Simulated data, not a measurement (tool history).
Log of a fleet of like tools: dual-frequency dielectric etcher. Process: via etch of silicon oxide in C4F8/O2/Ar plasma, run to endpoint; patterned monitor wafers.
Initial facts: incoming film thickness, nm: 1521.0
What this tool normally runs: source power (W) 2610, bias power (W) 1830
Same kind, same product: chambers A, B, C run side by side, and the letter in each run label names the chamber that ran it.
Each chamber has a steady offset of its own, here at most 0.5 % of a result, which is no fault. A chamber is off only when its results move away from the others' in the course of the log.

run,day,source power (W),bias power (W),hours since the last wet clean,hours since the last source power generator calibration,hours since the last bias power generator calibration,endpoint time (s)
1C,0.354,2610,1830,180.7,3031.7,1702.1,276.64
2A,1,2610,1830,247.5,2049.8,944.6,275.72
3B,1.308,2610,1830,450.6,3439,1344.9,278.01
4B,1.967,2610,1830,466.4,3454.8,1360.7,277.39
5A,2.392,2610,1830,280.9,2083.2,978,276.46
6C,2.804,2610,2251,239.5,3090.5,1760.9,259.48
7C,3.133,2610,2251,247.4,3098.4,1768.8,261.54
8B,3.758,2610,2251,509.4,3497.8,1403.7,261.24
9A,4.371,2610,1830,328.4,2130.7,1025.5,275.95
# day 4.417: chamber B: wet clean of the chamber
10C,4.988,2610,1830,291.9,3142.9,1813.3,277.96
11B,5.358,2610,1830,22.7,3536.2,1442.1,276.71
12A,5.679,2610,1830,359.8,2162.1,1056.9,275.6
13C,6.054,2610,1830,317.5,3168.5,1838.9,275.42
14A,6.475,2610,1830,378.9,2181.2,1076,274.77
15B,6.971,2610,1830,61.4,3574.9,1480.8,276.37
16A,7.488,2610,1830,403.2,2205.5,1100.3,274.95
17C,8.058,2610,1830,365.6,3216.6,1887,277.19
18B,8.733,2610,1830,103.7,3617.2,1523.1,276.24
19A,9.229,2090,1685,445,2247.3,1142.1,307.85
20C,9.842,2090,1685,408.4,3259.4,1929.8,310.76
21B,10.208,2090,1685,139.1,3652.6,1558.5,309.47
22A,10.65,2610,1830,479.1,2281.4,1176.2,275.24
23C,11.333,2610,1830,444.2,3295.2,1965.6,279.41
24B,11.879,2610,1830,179.2,3692.7,1598.6,277.81
25A,12.471,2610,1830,522.8,2325.1,1219.9,276.34
26C,12.779,2610,1830,478.9,3329.9,2000.3,279.9
27B,13.138,2610,1830,209.4,3722.9,1628.8,276.99
28C,13.604,2610,1830,498.7,3349.7,2020.1,278.57
29B,14.288,2610,1382,237,3750.5,1656.4,296.83
30A,14.775,2610,1382,578.1,2380.4,1275.2,298.7
31B,15.125,2610,1382,257.1,3770.6,1676.5,297.33
32C,15.817,2310,2134,551.8,3402.8,2073.2,281.44
33A,16.479,2310,2134,619,2421.3,1316.1,276.75
34B,16.808,2310,2134,297.5,3811,1716.9,278.19
# day 17.108: chamber A: wet clean of the chamber
35A,17.358,2610,1830,6,2442.4,1337.2,275.38
36C,18.029,2610,1830,604.9,3455.9,2126.3,281.7
37B,18.592,2610,1830,340.3,3853.8,1759.7,274.91
38C,18.942,2610,1830,626.8,3477.8,2148.2,279.78
39A,19.475,2610,1830,56.8,2493.2,1388,276.59
40A,19.883,2610,1830,66.6,2503,1397.8,275.15
41C,20.479,2610,1830,663.7,3514.7,2185.1,281.08

One chamber off, gauge drift, or nothing amiss beyond the chambers' own small offsets? If it is a chamber, which one, and what is the likeliest cause?

It is chamber C that slowly wanders off from its peers.
What lies behind it: etch rate under this chamber's usual, % = 2.35.
The log may not tell that from: source power that arrives under what is set, %.

Which of the 4 candidates below, each the usual settings with something changed and its results left as question marks, puts chamber C back in line with what the other chambers give on the usual settings?
A result is in line if it is within this distance of the other chambers' mean on the usual settings: endpoint time (s) 3.5
42C-1,20.975,2300,1830,,,,?
42C-2,20.975,2610,1671,,,,?
42C-3,20.975,2710,1879,,,,?
42C-4,20.975,2830,1932,,,,?

Other chambers, usual settings, mean: endpoint time (s) 276.2
run,endpoint time (s)
42C-1,297.82
42C-2,289.78
42C-3,276.5
42C-4,269.6
The answer is 42C-3, which returns the chamber to within the allowed miss of the others.

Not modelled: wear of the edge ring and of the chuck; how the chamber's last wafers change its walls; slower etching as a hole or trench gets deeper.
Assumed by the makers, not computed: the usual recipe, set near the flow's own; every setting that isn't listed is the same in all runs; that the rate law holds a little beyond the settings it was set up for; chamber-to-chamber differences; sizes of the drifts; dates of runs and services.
